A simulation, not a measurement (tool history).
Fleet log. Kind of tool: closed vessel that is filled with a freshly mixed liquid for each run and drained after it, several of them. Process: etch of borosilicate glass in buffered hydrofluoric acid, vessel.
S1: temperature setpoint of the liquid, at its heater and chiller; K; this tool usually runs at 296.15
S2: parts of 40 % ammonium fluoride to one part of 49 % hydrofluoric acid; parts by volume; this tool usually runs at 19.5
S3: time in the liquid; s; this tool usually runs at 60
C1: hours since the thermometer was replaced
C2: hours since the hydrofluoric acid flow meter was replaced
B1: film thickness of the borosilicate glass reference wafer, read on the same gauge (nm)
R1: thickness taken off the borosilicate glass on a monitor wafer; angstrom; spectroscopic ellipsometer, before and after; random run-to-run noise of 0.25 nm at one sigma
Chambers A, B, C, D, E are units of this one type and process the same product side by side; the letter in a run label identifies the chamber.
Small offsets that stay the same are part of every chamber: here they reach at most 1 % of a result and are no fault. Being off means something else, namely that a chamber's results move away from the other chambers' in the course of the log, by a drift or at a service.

| run | hour | S1 | S2 | S3 | C1 | C2 | B1 | R1 |
|---|---|---|---|---|---|---|---|---|
|  | 2.1 | chamber C: thermometer replaced |
| 1A | 9.6 | 296.15 | 19.5 | 60 | 2603.3 | 238.4 | 70.020 | 365.73 |
| 2D | 18.1 | 296.15 | 19.5 | 60 | 210.1 | 334.4 | 69.978 | 369.40 |
| 3C | 26.0 | 296.15 | 19.5 | 60 | 24.0 | 1568.6 | 70.012 | 369.99 |
| 4B | 33.2 | 296.15 | 19.5 | 60 | 2218.9 | 296.1 | 69.964 | 374.76 |
| 5E | 40.5 | 293.65 | 19.5 | 60 | 457.1 | 144.5 | 69.955 | 316.63 |
| 6D | 47.3 | 293.65 | 19.5 | 60 | 239.3 | 363.6 | 70.002 | 321.92 |
| 7A | 55.3 | 293.65 | 19.5 | 60 | 2649.0 | 284.1 | 69.970 | 321.77 |
| 8E | 62.0 | 293.65 | 19.5 | 60 | 478.6 | 166.0 | 69.965 | 319.83 |
| 9C | 69.0 | 293.65 | 19.5 | 60 | 67.0 | 1611.6 | 70.030 | 321.74 |
| 10B | 79.3 | 296.15 | 19.5 | 60 | 2265.0 | 342.2 | 70.022 | 378.22 |
| 11A | 87.1 | 296.15 | 19.5 | 60 | 2680.8 | 315.9 | 70.005 | 368.99 |
| 12B | 92.2 | 291.65 | 16.5 | 60 | 2277.9 | 355.1 | 69.996 | 354.81 |
| 13D | 103.8 | 291.65 | 16.5 | 60 | 295.8 | 420.1 | 69.990 | 343.12 |
|  | 111.2 | chamber A: thermometer replaced |
| 14E | 112.4 | 291.65 | 16.5 | 60 | 529.0 | 216.4 | 70.020 | 339.91 |
| 15C | 122.2 | 291.65 | 16.5 | 60 | 120.2 | 1664.8 | 70.016 | 340.95 |
| 16B | 132.2 | 291.65 | 16.5 | 60 | 2317.9 | 395.1 | 69.967 | 356.17 |
| 17D | 137.2 | 296.15 | 19.5 | 60 | 329.2 | 453.5 | 69.999 | 368.83 |
|  | 142.8 | chamber B: thermometer replaced |
| 18A | 146.4 | 296.15 | 19.5 | 60 | 35.2 | 375.2 | 69.987 | 368.50 |
|  | 152.2 | chamber C: hydrofluoric acid flow meter replaced |
| 19E | 155.1 | 296.15 | 19.5 | 60 | 571.7 | 259.1 | 69.972 | 362.20 |
| 20C | 161.0 | 296.15 | 19.5 | 60 | 159.0 | 8.8 | 69.980 | 369.67 |
| 21B | 167.1 | 296.15 | 19.5 | 60 | 24.3 | 430.0 | 70.011 | 390.67 |
| 22A | 173.7 | 296.15 | 19.5 | 60 | 62.5 | 402.5 | 70.002 | 369.00 |
| 23E | 184.0 | 296.15 | 19.5 | 60 | 600.6 | 288.0 | 70.028 | 367.76 |
| 24D | 191.3 | 296.15 | 19.5 | 60 | 383.3 | 507.6 | 70.003 | 367.13 |
| 25C | 201.7 | 296.15 | 19.5 | 60 | 199.7 | 49.5 | 69.976 | 373.00 |
| 26A | 209.6 | 296.15 | 19.5 | 60 | 98.4 | 438.4 | 69.983 | 369.13 |
| 27B | 219.5 | 296.15 | 19.5 | 60 | 76.7 | 482.4 | 70.039 | 399.35 |
| 28C | 227.2 | 296.15 | 19.5 | 60 | 225.2 | 75.0 | 69.998 | 371.06 |
| 29D | 233.6 | 296.15 | 19.5 | 60 | 425.6 | 549.9 | 70.027 | 370.01 |
| 30E | 241.7 | 296.15 | 19.5 | 60 | 658.3 | 345.7 | 70.013 | 364.03 |
| 31E | 247.3 | 296.15 | 19.5 | 60 | 663.9 | 351.3 | 70.039 | 366.55 |
| 32B | 257.0 | 296.15 | 19.5 | 60 | 114.2 | 519.9 | 69.996 | 399.78 |

Next, every chamber runs the same settings. What will each give?
| 33A | 265.3 | 296.15 | 19.5 | 60 |  |  |  | ? |
| 33B | 265.3 | 296.15 | 19.5 | 60 |  |  |  | ? |
| 33C | 265.3 | 296.15 | 19.5 | 60 |  |  |  | ? |
| 33D | 265.3 | 296.15 | 19.5 | 60 |  |  |  | ? |
| 33E | 265.3 | 296.15 | 19.5 | 60 |  |  |  | ? |

| run | R1 |
|---|---|
| 33A | 369.55 |
| 33B | 402.59 |
| 33C | 368.51 |
| 33D | 369.24 |
| 33E | 366.64 |
